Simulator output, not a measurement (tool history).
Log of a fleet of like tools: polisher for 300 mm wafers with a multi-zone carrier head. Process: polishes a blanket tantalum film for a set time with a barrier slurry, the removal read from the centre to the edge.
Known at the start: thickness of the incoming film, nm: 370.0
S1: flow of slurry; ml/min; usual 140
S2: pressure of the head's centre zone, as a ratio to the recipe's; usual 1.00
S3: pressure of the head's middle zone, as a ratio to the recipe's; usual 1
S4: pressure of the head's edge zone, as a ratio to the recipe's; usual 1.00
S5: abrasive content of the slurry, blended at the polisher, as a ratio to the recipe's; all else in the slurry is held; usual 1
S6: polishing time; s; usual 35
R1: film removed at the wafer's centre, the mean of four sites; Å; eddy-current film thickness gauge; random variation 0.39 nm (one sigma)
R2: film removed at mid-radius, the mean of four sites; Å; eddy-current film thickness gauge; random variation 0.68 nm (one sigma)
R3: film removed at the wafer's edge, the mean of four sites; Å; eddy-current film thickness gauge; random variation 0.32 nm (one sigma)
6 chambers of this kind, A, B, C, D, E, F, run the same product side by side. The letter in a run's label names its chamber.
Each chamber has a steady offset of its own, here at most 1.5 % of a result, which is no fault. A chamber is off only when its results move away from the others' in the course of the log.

run	day	S1	S2	S3	S4	S5	S6	R1	R2	R3
1F	0.296	140	1.00	1	1.00	1	35	521.31	514.76	522.57
# day 0.546: chamber C: worn pad replaced by a new one
2D	0.596	140	1.00	1	1.00	1	35	512.40	520.50	515.89
# day 0.800: chamber B: worn pad replaced by a new one
3C	0.871	140	1.00	1	1.00	1	35	510.47	514.55	513.01
# day 1.079: chamber D: worn pad replaced by a new one
# day 1.154: chamber E: worn pad replaced by a new one
4A	1.317	140	1.00	1	1.00	1	35	519.57	531.08	518.29
# day 1.458: chamber A: centre zone pressure recalibrated
5E	1.788	140	1.00	1	1.00	1	35	517.05	521.31	515.64
# day 1.879: chamber E: edge zone pressure recalibrated
6B	2.092	140	1.00	1	1.00	1	35	511.90	516.84	511.43
7B	2.304	100	1.00	1	1.00	1	35	467.08	479.96	485.92
# day 2.679: chamber F: centre zone pressure recalibrated
8C	2.750	100	1.00	1	1.00	1	35	468.67	471.68	481.95
# day 2.792: chamber A: worn pad replaced by a new one
9F	2.962	100	1.00	1	1.00	1	35	473.94	479.35	491.81
# day 3.021: chamber C: worn pad replaced by a new one
10A	3.354	100	1.00	1	1.00	1	35	481.34	487.54	484.53
# day 3.517: chamber D: worn pad replaced by a new one
11E	3.692	100	1.00	1	1.00	1	35	470.52	476.95	484.66
12D	3.971	100	1.00	1	1.00	1	35	467.22	477.58	490.14
# day 4.054: chamber E: worn pad replaced by a new one
13A	4.304	140	1.00	1	1.00	1	35	517.04	519.75	518.37
# day 4.696: chamber F: worn pad replaced by a new one
# day 4.775: chamber F: slurry nozzle cleaned
14C	4.788	140	1.00	1	1.00	1	35	508.67	512.89	513.00
15D	5.079	140	1.00	1	1.00	1	35	515.83	519.47	521.88
16F	5.483	140	1.00	1	1.00	1	35	519.81	517.96	512.71
# day 5.567: chamber B: worn pad replaced by a new one
# day 5.725: chamber C: worn pad replaced by a new one
17B	5.962	140	1.06	1	0.94	1	35	536.52	519.34	489.33
# day 5.975: chamber A: worn pad replaced by a new one
18E	6.242	140	1.06	1	0.94	1	35	552.46	518.10	498.88
# day 6.400: chamber A: edge zone pressure recalibrated
# day 6.467: chamber D: centre zone pressure recalibrated
19F	6.679	140	1.06	1	0.94	1	35	555.97	526.25	501.17
# day 6.688: chamber D: worn pad replaced by a new one
20C	6.904	140	1.06	1	0.94	1	35	542.98	520.70	496.04
# day 7.042: chamber E: worn pad replaced by a new one
21E	7.158	140	1.06	1	0.94	1	35	558.21	518.13	500.47
# day 7.488: chamber B: slurry nozzle cleaned
22B	7.612	140	1.06	1	0.94	1	35	545.15	528.47	498.21
# day 7.675: chamber D: edge zone pressure recalibrated
23A	7.833	140	1.00	1	1.06	1	35	523.51	527.12	533.08
24D	8.167	140	1.00	1	1.06	1	35	515.18	508.70	542.27
# day 8.204: chamber C: worn pad replaced by a new one
25F	8.558	140	1.00	1	1.06	1	35	518.23	513.33	534.55
# day 9.000: chamber B: edge zone pressure recalibrated
26B	9.017	140	1.00	1	1.06	1	35	502.24	505.13	526.23
# day 9.071: chamber A: worn pad replaced by a new one
27C	9.375	140	1.00	1	1.06	1	35	505.91	518.48	535.80
# day 9.450: chamber F: worn pad replaced by a new one
# day 9.554: chamber B: worn pad replaced by a new one
28D	9.596	140	1.00	1	1.06	1	35	516.94	514.56	535.63
# day 9.683: chamber D: worn pad replaced by a new one
# day 9.912: chamber C: slurry nozzle cleaned
29A	10.017	140	1.00	1	1.00	1	35	520.31	532.28	515.77
30E	10.371	140	1.00	1	1.00	1	35	522.60	512.65	511.65
# day 10.388: chamber E: worn pad replaced by a new one
31B	10.733	140	1.00	1	1.00	1	35	505.68	514.48	511.25
# day 11.162: chamber C: worn pad replaced by a new one
32D	11.192	140	1.00	1	1.00	1	35	514.24	525.23	514.67
33E	11.538	140	1.00	1	1.00	1	35	520.86	516.05	514.99
# day 11.721: chamber C: centre zone pressure recalibrated
34A	11.796	140	1.00	1	1.00	1	35	517.14	518.83	512.97
# day 11.958: chamber E: slurry nozzle cleaned
35C	12.117	140	1.00	1	1.00	1	35	511.50	509.88	511.72
36F	12.433	140	1.00	1	1.00	1	35	525.51	526.22	516.46
# day 12.550: chamber D: worn pad replaced by a new one
37C	12.904	140	1.00	1	1.00	1	35	504.14	519.99	512.01
38F	13.171	140	1.00	1	1.00	1	35	518.65	519.89	523.32
39B	13.462	140	1.00	1	1.00	1	35	502.27	505.86	513.15
# day 13.517: chamber E: worn pad replaced by a new one
40D	13.854	140	1.00	1	1.00	1	35	512.31	524.28	519.17
41E	14.300	140	1.00	1	1.00	1	24	354.89	356.10	354.09

Next, every chamber runs the same settings. What will each give?
42A	14.642	140	1.00	1	1.00	1	35	?	?	?
42B	14.642	140	1.00	1	1.00	1	35	?	?	?
42C	14.642	140	1.00	1	1.00	1	35	?	?	?
42D	14.642	140	1.00	1	1.00	1	35	?	?	?
42E	14.642	140	1.00	1	1.00	1	35	?	?	?
42F	14.642	140	1.00	1	1.00	1	35	?	?	?

run	R1	R2	R3
42A	521.89	519.93	515.30
42B	510.90	506.14	503.95
42C	505.18	513.97	514.95
42D	509.90	516.39	521.15
42E	518.18	512.18	515.51
42F	519.03	505.81	520.14
